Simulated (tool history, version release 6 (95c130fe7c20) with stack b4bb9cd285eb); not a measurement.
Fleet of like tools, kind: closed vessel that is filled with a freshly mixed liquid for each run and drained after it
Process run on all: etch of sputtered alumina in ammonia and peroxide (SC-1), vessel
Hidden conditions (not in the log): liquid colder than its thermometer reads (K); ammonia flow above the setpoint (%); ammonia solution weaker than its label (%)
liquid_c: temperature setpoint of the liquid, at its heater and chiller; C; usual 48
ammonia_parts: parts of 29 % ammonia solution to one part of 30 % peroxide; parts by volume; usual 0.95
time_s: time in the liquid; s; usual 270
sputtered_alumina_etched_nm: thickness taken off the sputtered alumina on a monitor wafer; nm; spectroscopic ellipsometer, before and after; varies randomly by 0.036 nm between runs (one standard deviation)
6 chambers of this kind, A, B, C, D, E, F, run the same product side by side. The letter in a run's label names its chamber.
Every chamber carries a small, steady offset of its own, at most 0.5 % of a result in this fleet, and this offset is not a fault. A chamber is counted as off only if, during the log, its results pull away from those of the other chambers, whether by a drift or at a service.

run	hour	liquid_c	ammonia_parts	time_s	hours since the thermometer was replaced	hours since the ammonia flow meter was replaced	hours since the drum of ammonia solution was connected	read-back film thickness of the sputtered alumina reference wafer, read on the same gauge (nm)	sputtered_alumina_etched_nm
1E	5.7	48	0.95	270	374.6	152.8	92.8	39.969	10.526
2F	11.5	48	0.95	270	180.9	177.6	420.5	39.993	10.424
3D	15.2	48	0.95	270	922.1	493.3	424	40.02	10.575
4A	18.3	48	0.95	270	103.8	314.9	313.2	40.011	10.478
5C	22.6	48	0.95	270	611	572.7	597.6	40.028	10.379
6B	25.7	48	0.95	270	1346.1	1081.9	87.8	39.985	10.42
7E	30.8	48	0.95	270	399.7	177.9	117.9	40.009	10.524
8A	37.3	48	0.95	270	122.8	333.9	332.2	39.982	10.53
9D	40.3	42	0.95	385	947.2	518.4	449.1	40.009	10.693
10C	46.5	42	0.95	385	634.9	596.6	621.5	40.016	10.671
11B	53.2	42	0.95	385	1373.6	1109.4	115.3	39.99	10.635
12F	58.7	42	0.95	385	228.1	224.8	467.7	39.989	10.525
13B	62.5	42	0.95	385	1382.9	1118.7	124.6	39.997	10.553
14C	69	42	0.95	385	657.4	619.1	644	40.008	10.666
15A	74.3	48	0.95	270	159.8	370.9	369.2	39.983	10.492
16D	78.6	48	0.95	270	985.5	556.7	487.4	40.011	10.497
17E	83.5	48	0.95	270	452.4	230.6	170.6	40.013	10.522
18F	88.4	48	0.95	270	257.8	254.5	497.4	40.008	10.462
19C	94.8	48	0.95	270	683.2	644.9	669.8	40.003	10.474
20F	101.7	48	0.95	270	271.1	267.8	510.7	40.004	10.5
21B	105.6	48	0.95	270	1426	1161.8	167.7	39.987	10.364
22E	110.8	48	0.95	270	479.7	257.9	197.9	40.01	10.461
23A	114.8	48	0.95	270	200.3	411.4	409.7	39.965	10.575
24D	119.6	48	0.95	270	1026.5	597.7	528.4	39.996	10.489
25F	122.8	51.5	0.95	270	292.2	288.9	531.8	40.005	12.737
26D	126.9	51.5	0.95	270	1033.8	605	535.7	39.987	12.791
27B	130.7	51.5	0.95	270	1451.1	1186.9	192.8	40.026	12.363
28C	136.7	51.5	0.95	270	725.1	686.8	711.7	39.993	12.651
29E	140.7	51.5	0.95	270	509.6	287.8	227.8	39.99	12.722
30A	147.7	51.5	0.95	270	233.2	444.3	442.6	39.979	12.733
31E	151.3	48	0.95	220	520.2	298.4	238.4	39.992	8.603
32C	154.5	48	0.95	220	742.9	704.6	729.5	39.998	8.4906
33F	160.9	48	0.95	220	330.3	327	569.9	39.997	8.4917
34B	166	48	0.95	220	1486.4	1222.2	228.1	39.991	8.2773
35A	172.7	48	0.95	220	258.2	469.3	467.6	39.998	8.5071
36D	176.7	48	0.95	220	1083.6	654.8	585.5	39.965	8.5484

Read the log: is a single chamber off, either drifting away or since a service, is the gauge that measures every chamber drifting, or is nothing wrong beyond small per-chamber offsets? Name any odd chamber and what most likely caused it.

Chamber B drifts away from the others.
What lies behind it: liquid colder than its thermometer reads (K) = 0.711.

Here are 4 candidates for chamber B's next run, each the usual settings with a change, their results left as question marks. Which one brings its results back in line with what the others give on the usual settings?
Maximum distance from the other chambers' mean on the usual settings for a result to count as in line: sputtered_alumina_etched_nm 0.13 nm
37B-1	181.7	46.5	0.95	270					?
37B-2	181.7	48	0.95	295					?
37B-3	181.7	48	0.95	260					?
37B-4	181.7	48	0.95	280					?

The other chambers' mean on the usual settings: sputtered_alumina_etched_nm 10.476 nm
run	sputtered_alumina_etched_nm
37B-1	9.2643
37B-2	11.008
37B-3	9.7019
37B-4	10.448
The right change is 37B-4: it brings the chamber back within the allowed miss of the others.
